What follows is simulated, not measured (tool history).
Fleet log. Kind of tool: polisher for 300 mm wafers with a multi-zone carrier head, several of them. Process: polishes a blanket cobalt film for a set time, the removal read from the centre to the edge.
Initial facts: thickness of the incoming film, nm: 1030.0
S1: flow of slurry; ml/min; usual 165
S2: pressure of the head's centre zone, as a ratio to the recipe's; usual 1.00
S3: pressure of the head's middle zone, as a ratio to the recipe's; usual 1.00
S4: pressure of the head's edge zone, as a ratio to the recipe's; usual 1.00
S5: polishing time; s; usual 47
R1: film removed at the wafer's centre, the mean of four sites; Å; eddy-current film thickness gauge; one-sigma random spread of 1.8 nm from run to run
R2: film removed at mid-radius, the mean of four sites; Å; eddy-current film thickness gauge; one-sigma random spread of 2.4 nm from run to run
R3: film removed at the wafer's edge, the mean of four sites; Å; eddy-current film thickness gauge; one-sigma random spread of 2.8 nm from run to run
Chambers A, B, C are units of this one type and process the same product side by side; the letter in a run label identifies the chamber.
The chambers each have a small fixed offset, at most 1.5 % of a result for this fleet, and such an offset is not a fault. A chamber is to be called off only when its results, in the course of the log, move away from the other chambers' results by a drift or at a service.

| run | hour | S1 | S2 | S3 | S4 | S5 | R1 | R2 | R3 |
|---|---|---|---|---|---|---|---|---|---|
| 1A | 4.2 | 165 | 1.00 | 1.00 | 1.00 | 47 | 2033.0 | 2083.1 | 2047.1 |
| 2B | 6.3 | 165 | 1.00 | 1.00 | 1.00 | 47 | 2012.3 | 2002.2 | 1991.9 |
|  | 7.9 | chamber B: centre zone pressure recalibrated |
| 3C | 8.6 | 165 | 1.00 | 1.00 | 1.00 | 47 | 2001.4 | 2002.7 | 2020.5 |
| 4C | 12.5 | 165 | 1.00 | 1.00 | 1.00 | 47 | 1995.5 | 2018.2 | 2034.9 |
| 5A | 14.4 | 165 | 1.00 | 1.00 | 1.00 | 47 | 2045.7 | 2082.1 | 1967.4 |
| 6B | 17.9 | 165 | 1.00 | 1.00 | 1.00 | 47 | 2008.3 | 2017.3 | 2045.4 |
| 7B | 19.9 | 165 | 1.00 | 1.00 | 1.00 | 47 | 1985.3 | 2041.3 | 1998.3 |
|  | 20.7 | chamber C: worn pad replaced by a new one |
| 8A | 23.3 | 225 | 0.95 | 1.00 | 1.00 | 47 | 2008.1 | 2142.7 | 2064.6 |
| 9C | 25.4 | 225 | 0.95 | 1.00 | 1.00 | 47 | 1997.2 | 2104.9 | 2096.2 |
| 10B | 28.2 | 225 | 0.95 | 1.00 | 1.00 | 47 | 2009.1 | 2092.4 | 2105.5 |
| 11A | 30.3 | 165 | 1.00 | 1.00 | 1.11 | 47 | 2097.1 | 2041.4 | 2106.1 |
| 12C | 34.0 | 165 | 1.00 | 1.00 | 1.11 | 47 | 2021.0 | 2052.2 | 2201.0 |
| 13C | 37.2 | 165 | 1.00 | 1.00 | 1.11 | 47 | 1995.8 | 2025.9 | 2180.6 |
| 14A | 40.0 | 165 | 1.00 | 1.00 | 1.00 | 47 | 2133.4 | 2083.9 | 2038.9 |
| 15B | 43.5 | 165 | 1.00 | 1.00 | 1.00 | 39 | 1670.4 | 1672.5 | 1703.3 |
| 16A | 45.7 | 165 | 1.00 | 1.00 | 1.00 | 39 | 1782.4 | 1673.7 | 1659.0 |
|  | 47.0 | chamber A: worn pad replaced by a new one |
| 17B | 48.8 | 165 | 1.00 | 1.00 | 1.00 | 39 | 1656.6 | 1674.9 | 1695.9 |
| 18C | 51.7 | 165 | 1.00 | 1.00 | 1.00 | 47 | 2023.3 | 2056.9 | 2037.4 |
| 19A | 54.5 | 165 | 1.00 | 1.00 | 1.00 | 47 | 2177.8 | 2055.9 | 2017.4 |
| 20C | 56.4 | 165 | 1.00 | 0.93 | 0.95 | 47 | 2031.7 | 1891.5 | 2005.9 |
| 21B | 59.5 | 165 | 1.00 | 0.93 | 0.95 | 47 | 1992.9 | 1900.9 | 1946.2 |
|  | 62.6 | chamber B: worn pad replaced by a new one |
| 22C | 63.2 | 165 | 1.00 | 0.93 | 0.95 | 47 | 2020.2 | 1903.1 | 1947.6 |
| 23A | 65.9 | 165 | 1.00 | 1.00 | 1.00 | 47 | 2256.0 | 2052.5 | 2051.8 |
| 24B | 68.1 | 165 | 1.00 | 1.00 | 1.00 | 47 | 2032.6 | 2032.0 | 2070.7 |

For the next run the whole fleet of 3 chambers uses the same settings. Give each chamber's results:
| 25A | 71.1 | 165 | 1.00 | 1.00 | 1.00 | 47 | ? | ? | ? |
| 25B | 71.1 | 165 | 1.00 | 1.00 | 1.00 | 47 | ? | ? | ? |
| 25C | 71.1 | 165 | 1.00 | 1.00 | 1.00 | 47 | ? | ? | ? |

| run | R1 | R2 | R3 |
|---|---|---|---|
| 25A | 2298.1 | 2047.9 | 2023.9 |
| 25B | 2021.9 | 2026.2 | 2037.2 |
| 25C | 1986.8 | 2056.9 | 2043.5 |
